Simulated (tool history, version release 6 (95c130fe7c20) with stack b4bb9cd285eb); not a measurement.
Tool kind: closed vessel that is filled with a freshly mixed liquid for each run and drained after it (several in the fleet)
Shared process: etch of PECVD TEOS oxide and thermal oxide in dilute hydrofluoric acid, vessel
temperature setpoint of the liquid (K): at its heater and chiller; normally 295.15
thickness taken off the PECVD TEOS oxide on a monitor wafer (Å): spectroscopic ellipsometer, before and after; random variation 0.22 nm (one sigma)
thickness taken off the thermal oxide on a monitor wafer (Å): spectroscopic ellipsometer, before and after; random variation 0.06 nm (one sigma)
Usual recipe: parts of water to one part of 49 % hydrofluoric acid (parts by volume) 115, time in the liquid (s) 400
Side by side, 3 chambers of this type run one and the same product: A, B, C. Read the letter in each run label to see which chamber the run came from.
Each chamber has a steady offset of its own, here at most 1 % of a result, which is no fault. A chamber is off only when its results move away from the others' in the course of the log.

| run | hour | temperature setpoint of the liquid (K) | parts of water to one part of 49 % hydrofluoric acid (parts by volume) | time in the liquid (s) | hours since the thermometer was replaced | hours since the hydrofluoric acid flow meter was replaced | read-back film thickness of the PECVD TEOS oxide reference wafer, read on the same gauge (nm) | read-back film thickness of the thermal oxide reference wafer, read on the same gauge (nm) | thickness taken off the PECVD TEOS oxide on a monitor wafer (Å) | thickness taken off the thermal oxide on a monitor wafer (Å) |
|---|---|---|---|---|---|---|---|---|---|---|
| 1C | 8.7 | 295.15 | 115 | 400 | 610.0 | 52.6 | 150.04 | 60.004 | 479.49 | 157.68 |
| 2B | 14.4 | 295.15 | 115 | 400 | 403.1 | 187.3 | 149.98 | 59.998 | 478.04 | 157.06 |
| 3A | 23.4 | 295.15 | 115 | 400 | 820.7 | 76.8 | 150.01 | 59.991 | 471.68 | 157.95 |
| 4A | 29.2 | 295.15 | 115 | 400 | 826.5 | 82.6 | 150.00 | 59.975 | 475.49 | 157.29 |
| 5B | 35.5 | 295.15 | 115 | 400 | 424.2 | 208.4 | 150.00 | 59.991 | 477.34 | 157.54 |
| 6C | 39.4 | 295.15 | 115 | 400 | 640.7 | 83.3 | 150.00 | 60.001 | 482.89 | 159.79 |
| 7A | 45.2 | 295.15 | 115 | 400 | 842.5 | 98.6 | 150.01 | 59.985 | 479.13 | 158.24 |
| 8C | 53.3 | 295.15 | 115 | 400 | 654.6 | 97.2 | 149.98 | 60.015 | 478.80 | 158.07 |
| 9B | 60.9 | 295.15 | 115 | 480 | 449.6 | 233.8 | 149.98 | 59.986 | 575.41 | 189.65 |
| 10C | 67.9 | 295.15 | 115 | 480 | 669.2 | 111.8 | 149.99 | 60.002 | 578.98 | 190.09 |
| 11B | 72.3 | 295.15 | 115 | 480 | 461.0 | 245.2 | 150.02 | 60.014 | 574.47 | 189.11 |
| 12A | 80.6 | 295.15 | 115 | 400 | 877.9 | 134.0 | 149.99 | 60.009 | 475.05 | 157.26 |
| 13A | 85.9 | 295.15 | 115 | 400 | 883.2 | 139.3 | 150.01 | 59.993 | 476.33 | 157.64 |
| 14C | 92.5 | 295.15 | 115 | 400 | 693.8 | 136.4 | 149.98 | 59.975 | 483.50 | 158.29 |
| 15B | 101.1 | 295.15 | 115 | 400 | 489.8 | 274.0 | 149.97 | 60.014 | 473.47 | 156.92 |
| 16B | 106.5 | 295.15 | 115 | 400 | 495.2 | 279.4 | 150.00 | 60.002 | 481.87 | 156.97 |
| 17C | 115.0 | 295.15 | 115 | 400 | 716.3 | 158.9 | 149.99 | 60.000 | 477.48 | 158.87 |
| 18A | 120.6 | 295.15 | 115 | 400 | 917.9 | 174.0 | 149.99 | 60.004 | 473.54 | 157.76 |
| 19C | 125.7 | 295.15 | 115 | 400 | 727.0 | 169.6 | 149.98 | 59.987 | 481.47 | 158.84 |
| 20A | 133.4 | 295.15 | 115 | 400 | 930.7 | 186.8 | 149.97 | 60.007 | 475.66 | 158.08 |
| 21B | 137.6 | 295.15 | 115 | 400 | 526.3 | 310.5 | 150.01 | 59.994 | 480.42 | 156.85 |
| 22A | 144.3 | 295.15 | 115 | 400 | 941.6 | 197.7 | 150.01 | 59.999 | 478.29 | 158.63 |
| 23B | 148.8 | 295.15 | 115 | 400 | 537.5 | 321.7 | 149.98 | 60.001 | 479.34 | 158.14 |
| 24C | 156.9 | 295.15 | 115 | 400 | 758.2 | 200.8 | 149.99 | 60.007 | 483.52 | 157.89 |
| 25B | 162.2 | 295.15 | 115 | 400 | 550.9 | 335.1 | 150.02 | 60.004 | 478.86 | 157.27 |
| 26C | 170.1 | 295.15 | 115 | 400 | 771.4 | 214.0 | 150.02 | 59.994 | 479.55 | 158.20 |
| 27A | 174.2 | 295.15 | 115 | 400 | 971.5 | 227.6 | 149.99 | 60.014 | 475.69 | 157.96 |
| 28C | 181.6 | 295.15 | 115 | 400 | 782.9 | 225.5 | 149.99 | 59.983 | 476.39 | 157.84 |
| 29A | 186.4 | 295.15 | 115 | 400 | 983.7 | 239.8 | 150.01 | 59.997 | 474.09 | 158.55 |
| 30B | 193.3 | 295.15 | 115 | 400 | 582.0 | 366.2 | 150.01 | 60.010 | 475.86 | 157.29 |
| 31C | 200.2 | 295.15 | 115 | 400 | 801.5 | 244.1 | 149.97 | 60.027 | 474.13 | 159.41 |
| 32A | 207.3 | 295.15 | 115 | 400 | 1004.6 | 260.7 | 149.98 | 59.999 | 475.90 | 158.20 |
| 33B | 211.6 | 295.15 | 115 | 400 | 600.3 | 384.5 | 150.00 | 60.007 | 475.73 | 157.74 |
| 34A | 216.7 | 295.15 | 115 | 400 | 1014.0 | 270.1 | 149.98 | 60.021 | 473.27 | 157.64 |
| 35B | 223.9 | 295.15 | 115 | 400 | 612.6 | 396.8 | 149.99 | 60.005 | 479.59 | 157.52 |
| 36C | 229.5 | 295.15 | 115 | 400 | 830.8 | 273.4 | 150.04 | 60.015 | 477.93 | 158.41 |
| 37A | 235.3 | 295.15 | 115 | 400 | 1032.6 | 288.7 | 149.97 | 60.004 | 476.87 | 157.77 |
| 38B | 243.7 | 295.15 | 115 | 400 | 632.4 | 416.6 | 149.99 | 60.009 | 480.39 | 158.22 |
| 39C | 250.4 | 295.15 | 115 | 400 | 851.7 | 294.3 | 150.00 | 59.991 | 476.45 | 157.72 |
| 40C | 258.1 | 295.15 | 115 | 400 | 859.4 | 302.0 | 150.02 | 59.968 | 478.51 | 159.19 |
| 41B | 266.8 | 295.15 | 115 | 400 | 655.5 | 439.7 | 150.01 | 59.979 | 480.36 | 157.62 |
| 42A | 274.4 | 295.15 | 115 | 400 | 1071.7 | 327.8 | 149.99 | 59.996 | 474.10 | 158.22 |
| 43A | 279.0 | 295.15 | 115 | 400 | 1076.3 | 332.4 | 149.98 | 60.006 | 478.70 | 157.75 |

All chambers now run identical settings, listed one chamber a line with results as question marks. What results will each chamber show?
| 44A | 285.4 | 295.15 | 115 | 520 |  |  |  |  | ? | ? |
| 44B | 285.4 | 295.15 | 115 | 520 |  |  |  |  | ? | ? |
| 44C | 285.4 | 295.15 | 115 | 520 |  |  |  |  | ? | ? |

| run | thickness taken off the PECVD TEOS oxide on a monitor wafer (Å) | thickness taken off the thermal oxide on a monitor wafer (Å) |
|---|---|---|
| 44A | 617.26 | 204.93 |
| 44B | 624.24 | 205.39 |
| 44C | 627.51 | 206.49 |
